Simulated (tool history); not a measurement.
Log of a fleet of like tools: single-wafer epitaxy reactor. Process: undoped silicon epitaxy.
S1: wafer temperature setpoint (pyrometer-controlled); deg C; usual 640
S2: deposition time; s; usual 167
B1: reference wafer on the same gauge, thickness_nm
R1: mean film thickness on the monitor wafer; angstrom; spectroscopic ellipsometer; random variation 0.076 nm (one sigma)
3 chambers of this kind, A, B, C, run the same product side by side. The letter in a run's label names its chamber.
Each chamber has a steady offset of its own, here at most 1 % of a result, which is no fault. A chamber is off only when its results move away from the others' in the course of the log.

Run 1A, hour 4.2: usual settings; B1 21.604. Result: R1 223.49 angstrom.
Run 2B, hour 8.1: usual settings; B1 21.588. Result: R1 225.63 angstrom.
Run 3C, hour 12.1: usual settings; B1 21.602. Result: R1 223.34 angstrom.
Run 4A, hour 15: usual settings; B1 21.618. Result: R1 224.54 angstrom.
Run 5B, hour 17.8: usual settings but S1 652 deg C; B1 21.602. Result: R1 294.96 angstrom.
Run 6C, hour 21.8: usual settings but S1 652 deg C; B1 21.6. Result: R1 294.45 angstrom.
Run 7C, hour 24.7: usual settings but S1 652 deg C; B1 21.597. Result: R1 290.6 angstrom.
Run 8A, hour 28.7: usual settings; B1 21.581. Result: R1 224.17 angstrom.
Run 9B, hour 30.7: usual settings; B1 21.605. Result: R1 226.21 angstrom.
Run 10B, hour 33.8: usual settings; B1 21.604. Result: R1 226.02 angstrom.
Run 11C, hour 37.1: usual settings; B1 21.594. Result: R1 223.3 angstrom.
Run 12A, hour 39.1: usual settings; B1 21.601. Result: R1 224.66 angstrom.
Run 13C, hour 41.1: usual settings; B1 21.592. Result: R1 223.12 angstrom.
Run 14B, hour 45.1: usual settings; B1 21.579. Result: R1 227.75 angstrom.
Run 15A, hour 48.5: usual settings; B1 21.611. Result: R1 223.06 angstrom.
Run 16A, hour 51.3: usual settings; B1 21.617. Result: R1 223.36 angstrom.
Run 17B, hour 53.8: usual settings; B1 21.602. Result: R1 225.97 angstrom.
At hour 54.9: chamber A: pyrometer calibrated.
Run 18C, hour 56.7: usual settings; B1 21.605. Result: R1 223.28 angstrom.
Run 19B, hour 60.6: usual settings; B1 21.612. Result: R1 225.05 angstrom.
Run 20A, hour 63.5: usual settings; B1 21.614. Result: R1 232.83 angstrom.
Run 21C, hour 67: usual settings; B1 21.583. Result: R1 223.66 angstrom.
Run 22C, hour 69.7: usual settings; B1 21.604. Result: R1 225.05 angstrom.
Run 23A, hour 73.8: usual settings; B1 21.619. Result: R1 230.91 angstrom.
Run 24B, hour 76.2: usual settings but S1 635 deg C; B1 21.614. Result: R1 201.89 angstrom.
Run 25C, hour 80.4: usual settings but S1 635 deg C; B1 21.613. Result: R1 200.12 angstrom.
Run 26A, hour 82.8: usual settings but S1 635 deg C; B1 21.596. Result: R1 208.01 angstrom.
Run 27B, hour 87: usual settings; B1 21.609. Result: R1 225.32 angstrom.
Run 28A, hour 89.1: usual settings but S2 148 s; B1 21.592. Result: R1 205.94 angstrom.
Run 29B, hour 92.1: usual settings but S2 148 s; B1 21.604. Result: R1 199.83 angstrom.
Run 30C, hour 96.3: usual settings but S2 148 s; B1 21.604. Result: R1 198.89 angstrom.

Is one chamber off against the others, does the gauge drift, or is nothing wrong? If a chamber is off, say which, and what the likeliest cause is.

A service left chamber A off against the others.
Cause: wafer temperature above the value expected at the setpoint (K) = 1.64.

Here are 4 candidates for chamber A's next run, each the usual settings with a change, their results left as question marks. Which one brings its results back in line with what the others give on the usual settings?
In line means no further than this from the other chambers' mean on the usual settings: R1 2.7 angstrom
Run 31A-1, hour 99.4: usual settings but S1 639 deg C, S2 166 s. Result: R1 ?.
Run 31A-2, hour 99.4: usual settings but S2 165 s. Result: R1 ?.
Run 31A-3, hour 99.4: usual settings but S2 169 s. Result: R1 ?.
Run 31A-4, hour 99.4: usual settings but S1 641 deg C, S2 168 s. Result: R1 ?.

The other chambers' mean on the usual settings: R1 224.73 angstrom
  run      R1
31A-1  225.86
31A-2  229.52
31A-3  235.09
31A-4  238.91
31A-1 brings the chamber back in line.
